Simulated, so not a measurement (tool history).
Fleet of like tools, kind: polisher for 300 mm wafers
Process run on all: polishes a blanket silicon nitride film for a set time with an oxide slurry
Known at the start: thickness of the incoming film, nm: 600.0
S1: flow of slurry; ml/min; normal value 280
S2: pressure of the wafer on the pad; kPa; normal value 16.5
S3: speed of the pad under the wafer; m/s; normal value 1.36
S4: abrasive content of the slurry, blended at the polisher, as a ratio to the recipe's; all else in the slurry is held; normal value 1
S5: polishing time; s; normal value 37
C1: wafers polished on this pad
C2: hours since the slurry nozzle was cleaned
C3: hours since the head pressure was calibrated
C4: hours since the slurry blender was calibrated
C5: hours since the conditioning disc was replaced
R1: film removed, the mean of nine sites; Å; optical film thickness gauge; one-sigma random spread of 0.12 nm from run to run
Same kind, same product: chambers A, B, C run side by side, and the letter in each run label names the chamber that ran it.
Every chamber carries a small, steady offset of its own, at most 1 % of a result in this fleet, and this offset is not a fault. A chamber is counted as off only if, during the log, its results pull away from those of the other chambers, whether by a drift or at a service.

| run | hour | S1 | S2 | S3 | S4 | S5 | C1 | C2 | C3 | C4 | C5 | R1 |
|---|---|---|---|---|---|---|---|---|---|---|---|---|
| 1B | 4.4 | 280 | 16.5 | 1.36 | 1 | 37 | 257 | 228 | 511.9 | 200.4 | 124.4 | 176.9 |
| 2A | 8.5 | 280 | 16.5 | 1.36 | 1 | 37 | 377 | 220.2 | 532.1 | 74 | 40.1 | 175.79 |
| 3C | 12.1 | 280 | 16.5 | 1.36 | 1 | 37 | 701 | 317.1 | 128.8 | 308.1 | 271.2 | 176.62 |
| 4B | 15.7 | 280 | 16.5 | 1.36 | 1 | 37 | 368 | 239.3 | 523.2 | 211.7 | 135.7 | 176.87 |
| 5A | 19.7 | 280 | 16.5 | 1.36 | 1 | 37 | 486 | 231.4 | 543.3 | 85.2 | 51.3 | 173.35 |
| 6C | 23.4 | 280 | 16.5 | 1.36 | 1 | 37 | 812 | 328.4 | 140.1 | 319.4 | 282.5 | 174.12 |
| 7C | 27.9 | 280 | 16.5 | 1.36 | 1 | 37 | 855 | 332.9 | 144.6 | 323.9 | 287 | 174.53 |
|  | 31.8 | chamber C: conditioning disc replaced and pad reconditioned |
| 8A | 33.6 | 280 | 16.5 | 1.36 | 1 | 37 | 622 | 245.3 | 557.2 | 99.1 | 65.2 | 176.54 |
| 9B | 38.2 | 280 | 16.5 | 1.18 | 1 | 37 | 588 | 261.8 | 545.7 | 234.2 | 158.2 | 157.05 |
|  | 42.4 | chamber C: worn pad replaced by a new one |
| 10C | 44.4 | 280 | 16.5 | 1.18 | 1 | 37 | 20 | 349.4 | 161.1 | 340.4 | 12.6 | 156.24 |
|  | 44.5 | chamber B: slurry nozzle cleaned |
| 11A | 49.7 | 280 | 16.5 | 1.18 | 1 | 37 | 780 | 261.4 | 573.3 | 115.2 | 81.3 | 155.94 |
| 12B | 53 | 345 | 16.5 | 1.36 | 1 | 37 | 732 | 8.5 | 560.5 | 249 | 173 | 179.58 |
|  | 56.9 | chamber C: slurry blender recalibrated |
| 13A | 59.2 | 345 | 16.5 | 1.36 | 1 | 37 | 872 | 270.9 | 582.8 | 124.7 | 90.8 | 177.67 |
| 14B | 63.7 | 345 | 16.5 | 1.36 | 1 | 37 | 837 | 19.2 | 571.2 | 259.7 | 183.7 | 178.69 |
| 15C | 70.7 | 280 | 16.5 | 1.36 | 1 | 37 | 276 | 375.7 | 187.4 | 13.9 | 38.9 | 175.58 |
| 16A | 74.8 | 280 | 16.5 | 1.36 | 1 | 37 | 1025 | 286.5 | 598.4 | 140.3 | 106.4 | 177.6 |
|  | 79.7 | chamber A: worn pad replaced by a new one |
| 17B | 79.7 | 280 | 13.8 | 1.36 | 0.75 | 37 | 993 | 35.2 | 587.2 | 275.7 | 199.7 | 125.35 |
| 18C | 82.9 | 280 | 13.8 | 1.36 | 0.75 | 37 | 396 | 387.9 | 199.6 | 26.1 | 51.1 | 127.77 |
| 19C | 86.9 | 280 | 13.8 | 1.36 | 0.75 | 37 | 435 | 391.9 | 203.6 | 30.1 | 55.1 | 127.46 |
| 20B | 92 | 280 | 16.5 | 1.36 | 1 | 37 | 1113 | 47.5 | 599.5 | 288 | 212 | 172.92 |
|  | 95.5 | chamber A: slurry blender recalibrated |
| 21A | 96.6 | 235 | 16.5 | 1.36 | 1 | 37 | 165 | 308.3 | 620.2 | 1.2 | 128.2 | 171.25 |
| 22C | 100.9 | 235 | 16.5 | 1.36 | 1 | 37 | 572 | 405.9 | 217.6 | 44.1 | 69.1 | 170.19 |
| 23B | 106.2 | 235 | 16.5 | 1.36 | 1 | 37 | 1252 | 61.7 | 613.7 | 302.2 | 226.2 | 168.66 |
| 24A | 110.6 | 280 | 16.5 | 1.36 | 1 | 37 | 302 | 322.3 | 634.2 | 15.2 | 142.2 | 176.5 |
| 25A | 114.8 | 280 | 16.5 | 1.36 | 1 | 37 | 343 | 326.5 | 638.4 | 19.4 | 146.4 | 176.92 |
| 26C | 119.4 | 280 | 16.5 | 1.36 | 1 | 37 | 752 | 424.4 | 236.1 | 62.6 | 87.6 | 174.53 |
| 27B | 124.6 | 280 | 16.5 | 1.36 | 1 | 37 | 1432 | 80.1 | 632.1 | 320.6 | 244.6 | 169.57 |
|  | 125.6 | chamber C: worn pad replaced by a new one |
| 28A | 127.8 | 280 | 16.5 | 1.36 | 1 | 37 | 470 | 339.5 | 651.4 | 32.4 | 159.4 | 176.19 |
| 29B | 132.7 | 280 | 16.5 | 1.36 | 1 | 37 | 1511 | 88.2 | 640.2 | 328.7 | 252.7 | 168.64 |
| 30C | 139.6 | 280 | 16.5 | 1.36 | 1 | 37 | 136 | 444.6 | 256.3 | 82.8 | 107.8 | 173.68 |
|  | 143.8 | chamber B: slurry blender recalibrated |
| 31B | 145 | 280 | 16.5 | 1.36 | 1 | 37 | 1631 | 100.5 | 652.5 | 1.2 | 265 | 167.17 |
| 32C | 150.1 | 280 | 16.5 | 1.36 | 1 | 37 | 239 | 455.1 | 266.8 | 93.3 | 118.3 | 173.58 |
| 33A | 154.6 | 315 | 16.5 | 1.36 | 1 | 37 | 732 | 366.3 | 678.2 | 59.2 | 186.2 | 175.91 |
| 34B | 161.1 | 315 | 16.5 | 1.36 | 1 | 37 | 1788 | 116.6 | 668.6 | 17.3 | 281.1 | 167.24 |
| 35A | 164.8 | 315 | 16.5 | 1.36 | 1 | 37 | 832 | 376.5 | 688.4 | 69.4 | 196.4 | 177.41 |
|  | 167 | chamber B: conditioning disc replaced and pad reconditioned |
| 36C | 169.7 | 280 | 16.5 | 1.36 | 1 | 37 | 431 | 474.7 | 286.4 | 112.9 | 137.9 | 173.37 |
| 37C | 175.9 | 280 | 16.5 | 1.36 | 1 | 37 | 491 | 480.9 | 292.6 | 119.1 | 144.1 | 173.96 |
| 38A | 180.1 | 280 | 16.5 | 1.36 | 1 | 37 | 981 | 391.8 | 703.7 | 84.7 | 211.7 | 176.08 |
| 39B | 183.9 | 280 | 16.5 | 1.36 | 1 | 37 | 2011 | 139.4 | 691.4 | 40.1 | 17 | 162.1 |
| 40B | 190.2 | 280 | 16.5 | 1.36 | 1 | 37 | 2073 | 145.7 | 697.7 | 46.4 | 23.3 | 162.93 |
| 41A | 195 | 280 | 16.5 | 1.36 | 1 | 45 | 1127 | 406.7 | 718.6 | 99.6 | 226.6 | 211.58 |

Next, all 3 chambers run the settings below, one line each with question marks for the results. What does each chamber give?
| 42A | 200 | 325 | 16.5 | 1.36 | 1 | 37 |  |  |  |  |  | ? |
| 42B | 200 | 325 | 16.5 | 1.36 | 1 | 37 |  |  |  |  |  | ? |
| 42C | 200 | 325 | 16.5 | 1.36 | 1 | 37 |  |  |  |  |  | ? |

| run | R1 |
|---|---|
| 42A | 179.63 |
| 42B | 163.96 |
| 42C | 177.44 |
